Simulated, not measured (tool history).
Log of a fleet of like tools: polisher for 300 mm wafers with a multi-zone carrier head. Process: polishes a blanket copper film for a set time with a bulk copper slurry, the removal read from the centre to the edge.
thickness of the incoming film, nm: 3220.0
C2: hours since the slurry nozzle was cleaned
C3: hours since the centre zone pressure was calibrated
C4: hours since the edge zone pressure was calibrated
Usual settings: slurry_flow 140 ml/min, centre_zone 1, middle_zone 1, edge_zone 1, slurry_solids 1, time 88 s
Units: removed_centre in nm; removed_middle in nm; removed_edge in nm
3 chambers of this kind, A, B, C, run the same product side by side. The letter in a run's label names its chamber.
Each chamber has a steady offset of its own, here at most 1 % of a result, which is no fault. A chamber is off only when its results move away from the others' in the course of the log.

Run 1C, hour 4.4: usual settings; wafers polished on this pad 276; C2 141.3; C3 571.1; C4 432.2. Result: removed_centre 392.02 nm, removed_middle 387.51 nm, removed_edge 389.2 nm.
Run 2A, hour 8.6: usual settings; wafers polished on this pad 431; C2 116.7; C3 794.9; C4 429.6. Result: removed_centre 387.83 nm, removed_middle 384.44 nm, removed_edge 381.09 nm.
Run 3B, hour 13.4: usual settings; wafers polished on this pad 163; C2 271.4; C3 108.6; C4 660.8. Result: removed_centre 386.77 nm, removed_middle 384.1 nm, removed_edge 393.58 nm.
Run 4A, hour 17.1: usual settings; wafers polished on this pad 507; C2 125.2; C3 803.4; C4 438.1. Result: removed_centre 390.03 nm, removed_middle 390.06 nm, removed_edge 396.04 nm.
Run 5B, hour 19.2: usual settings; wafers polished on this pad 215; C2 277.2; C3 114.4; C4 666.6. Result: removed_centre 385.5 nm, removed_middle 393.53 nm, removed_edge 393.1 nm.
Run 6C, hour 21.5: usual settings; wafers polished on this pad 429; C2 158.4; C3 588.2; C4 449.3. Result: removed_centre 395.58 nm, removed_middle 384.7 nm, removed_edge 386.63 nm.
Run 7B, hour 25.2: usual settings; wafers polished on this pad 269; C2 283.2; C3 120.4; C4 672.6. Result: removed_centre 383.66 nm, removed_middle 386.68 nm, removed_edge 381.04 nm.
Run 8C, hour 28.6: usual settings; wafers polished on this pad 492; C2 165.5; C3 595.3; C4 456.4. Result: removed_centre 388.72 nm, removed_middle 390.3 nm, removed_edge 381.43 nm.
Run 9A, hour 33.4: usual settings; wafers polished on this pad 652; C2 141.5; C3 819.7; C4 454.4. Result: removed_centre 389.54 nm, removed_middle 393.84 nm, removed_edge 390.61 nm.
Run 10C, hour 38.1: usual settings; wafers polished on this pad 576; C2 175; C3 604.8; C4 465.9. Result: removed_centre 391.84 nm, removed_middle 392.49 nm, removed_edge 381.21 nm.
Run 11A, hour 42: usual settings; wafers polished on this pad 729; C2 150.1; C3 828.3; C4 463. Result: removed_centre 388.31 nm, removed_middle 387.62 nm, removed_edge 382.92 nm.
Run 12B, hour 45.2: usual settings; wafers polished on this pad 447; C2 303.2; C3 140.4; C4 692.6. Result: removed_centre 384.71 nm, removed_middle 389.13 nm, removed_edge 390.04 nm.
Run 13A, hour 48.1: usual settings; wafers polished on this pad 783; C2 156.2; C3 834.4; C4 469.1. Result: removed_centre 381.93 nm, removed_middle 380.82 nm, removed_edge 384.07 nm.
At hour 49.7: chamber A: worn pad replaced by a new one.
Run 14B, hour 51.1: usual settings; wafers polished on this pad 499; C2 309.1; C3 146.3; C4 698.5. Result: removed_centre 379.22 nm, removed_middle 388.56 nm, removed_edge 389.32 nm.
At hour 51.5: chamber B: edge zone pressure recalibrated.
Run 15C, hour 55.6: usual settings; wafers polished on this pad 732; C2 192.5; C3 622.3; C4 483.4. Result: removed_centre 399.37 nm, removed_middle 388.25 nm, removed_edge 385.83 nm.
At hour 57.3: chamber C: worn pad replaced by a new one.
Run 16C, hour 58.2: usual settings; wafers polished on this pad 8; C2 195.1; C3 624.9; C4 486. Result: removed_centre 396.03 nm, removed_middle 388.6 nm, removed_edge 390.08 nm.
Run 17B, hour 60.6: usual settings but edge_zone 1.08, time 102 s; wafers polished on this pad 584; C2 318.6; C3 155.8; C4 9.2. Result: removed_centre 450.23 nm, removed_middle 448.2 nm, removed_edge 462.26 nm.
Run 18A, hour 64.9: usual settings but edge_zone 1.08, time 102 s; wafers polished on this pad 135; C2 173; C3 851.2; C4 485.9. Result: removed_centre 450.48 nm, removed_middle 449.72 nm, removed_edge 465.46 nm.
Run 19A, hour 68.5: usual settings but edge_zone 1.08, time 102 s; wafers polished on this pad 167; C2 176.6; C3 854.8; C4 489.5. Result: removed_centre 450.39 nm, removed_middle 438.71 nm, removed_edge 481.68 nm.
Run 20C, hour 72: usual settings; wafers polished on this pad 131; C2 208.9; C3 638.7; C4 499.8. Result: removed_centre 391.48 nm, removed_middle 389.61 nm, removed_edge 384.93 nm.
At hour 74.4: chamber A: edge zone pressure recalibrated.
Run 21B, hour 76.1: usual settings but slurry_flow 125 ml/min, centre_zone 1.11; wafers polished on this pad 722; C2 334.1; C3 171.3; C4 24.7. Result: removed_centre 420.59 nm, removed_middle 373.05 nm, removed_edge 378.65 nm.
Run 22B, hour 80.2: usual settings but slurry_flow 125 ml/min, centre_zone 1.11; wafers polished on this pad 759; C2 338.2; C3 175.4; C4 28.8. Result: removed_centre 420.61 nm, removed_middle 378.08 nm, removed_edge 383.85 nm.
Run 23A, hour 84.5: usual settings but slurry_flow 125 ml/min, centre_zone 1.11; wafers polished on this pad 310; C2 192.6; C3 870.8; C4 10.2. Result: removed_centre 423.72 nm, removed_middle 381.79 nm, removed_edge 384.07 nm.

Is one chamber off against the others, does the gauge drift, or is nothing wrong? If a chamber is off, say which, and what the likeliest cause is.

No chamber stands off beyond its own small offset, and the gauge holds steady.
